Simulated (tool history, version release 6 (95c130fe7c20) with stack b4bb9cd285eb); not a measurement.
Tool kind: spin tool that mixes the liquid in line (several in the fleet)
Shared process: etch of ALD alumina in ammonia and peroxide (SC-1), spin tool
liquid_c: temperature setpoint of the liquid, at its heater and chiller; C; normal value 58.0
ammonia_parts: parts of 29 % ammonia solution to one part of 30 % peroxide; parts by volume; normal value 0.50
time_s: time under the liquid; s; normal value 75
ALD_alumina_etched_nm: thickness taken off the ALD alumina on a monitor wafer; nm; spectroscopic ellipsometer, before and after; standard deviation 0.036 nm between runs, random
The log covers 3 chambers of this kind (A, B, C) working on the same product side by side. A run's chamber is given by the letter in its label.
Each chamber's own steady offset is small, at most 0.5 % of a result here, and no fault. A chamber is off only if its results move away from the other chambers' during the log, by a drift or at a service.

| run | hour | liquid_c | ammonia_parts | time_s | read-back film thickness of the ALD alumina reference wafer, read on the same gauge (nm) | ALD_alumina_etched_nm |
|---|---|---|---|---|---|---|
|  | 3.7 | chamber A: heated supply line repaired |
| 1C | 5.1 | 58.0 | 0.50 | 75 | 99.994 | 11.0460 |
| 2B | 11.1 | 58.0 | 0.50 | 75 | 99.984 | 11.0600 |
|  | 12.4 | chamber C: heated supply line repaired |
| 3A | 17.8 | 58.0 | 0.50 | 75 | 99.980 | 11.0580 |
| 4B | 21.4 | 58.0 | 0.50 | 75 | 100.020 | 11.0350 |
| 5A | 26.2 | 58.0 | 0.50 | 75 | 100.030 | 11.0330 |
| 6C | 30.8 | 58.0 | 0.50 | 75 | 99.975 | 11.1170 |
| 7B | 35.4 | 58.0 | 0.50 | 75 | 99.993 | 11.0280 |
| 8C | 39.6 | 58.0 | 0.50 | 75 | 99.987 | 11.0460 |
| 9A | 42.9 | 58.0 | 0.50 | 75 | 99.986 | 10.9950 |
| 10A | 47.5 | 67.0 | 0.50 | 45 | 99.990 | 10.3720 |
| 11C | 53.4 | 67.0 | 0.50 | 45 | 100.000 | 10.5270 |
| 12B | 56.6 | 67.0 | 0.50 | 45 | 100.010 | 10.5470 |
| 13A | 61.5 | 58.0 | 0.50 | 75 | 99.992 | 11.0590 |
| 14B | 64.7 | 58.0 | 0.50 | 75 | 100.010 | 10.9710 |
| 15C | 69.5 | 58.0 | 0.50 | 75 | 100.020 | 11.1720 |
| 16A | 73.9 | 64.5 | 0.50 | 55 | 99.998 | 11.2910 |
| 17B | 79.1 | 64.5 | 0.50 | 55 | 99.985 | 11.3260 |
| 18C | 85.8 | 64.5 | 0.50 | 55 | 99.970 | 11.4050 |
| 19B | 89.7 | 58.0 | 0.35 | 40 | 100.010 | 5.7159 |
| 20C | 94.9 | 58.0 | 0.35 | 40 | 100.010 | 5.7711 |
| 21A | 101.1 | 58.0 | 0.35 | 40 | 99.990 | 5.6694 |
| 22B | 107.9 | 58.0 | 0.50 | 75 | 100.000 | 11.0920 |
| 23A | 114.3 | 58.0 | 0.50 | 75 | 100.010 | 10.9710 |
| 24C | 119.6 | 58.0 | 0.50 | 75 | 99.997 | 11.2660 |
| 25A | 125.8 | 58.0 | 0.65 | 75 | 99.978 | 11.3050 |
| 26B | 132.6 | 58.0 | 0.65 | 75 | 99.997 | 11.3270 |
| 27C | 135.6 | 58.0 | 0.65 | 75 | 99.989 | 11.5700 |
| 28A | 139.4 | 58.0 | 0.50 | 75 | 100.030 | 10.9660 |
| 29B | 143.1 | 58.0 | 0.50 | 75 | 99.986 | 11.0390 |
| 30C | 147.7 | 58.0 | 0.50 | 75 | 100.010 | 11.2980 |
|  | 151.2 | chamber C: new drum of ammonia solution connected |
| 31A | 153.0 | 58.0 | 0.50 | 75 | 99.987 | 11.0160 |
| 32B | 156.5 | 58.0 | 0.50 | 75 | 99.974 | 11.0610 |
| 33C | 162.0 | 58.0 | 0.50 | 75 | 99.981 | 11.3300 |
| 34C | 167.7 | 58.0 | 0.50 | 75 | 99.989 | 11.3160 |
| 35B | 171.1 | 58.0 | 0.50 | 75 | 99.998 | 10.9940 |
| 36A | 177.5 | 63.5 | 0.50 | 75 | 99.999 | 14.5280 |
| 37A | 182.6 | 63.5 | 0.50 | 75 | 100.010 | 14.5610 |
| 38C | 188.4 | 63.5 | 0.50 | 75 | 100.000 | 15.0900 |
| 39B | 194.5 | 58.0 | 0.50 | 75 | 99.995 | 11.0300 |
| 40A | 198.2 | 58.0 | 0.50 | 75 | 99.997 | 10.9790 |

For the next run the whole fleet of 3 chambers uses the same settings. Give each chamber's results:
| 41A | 203.1 | 58.0 | 0.50 | 30 |  | ? |
| 41B | 203.1 | 58.0 | 0.50 | 30 |  | ? |
| 41C | 203.1 | 58.0 | 0.50 | 30 |  | ? |

| run | ALD_alumina_etched_nm |
|---|---|
| 41A | 4.4350 |
| 41B | 4.4377 |
| 41C | 4.5668 |
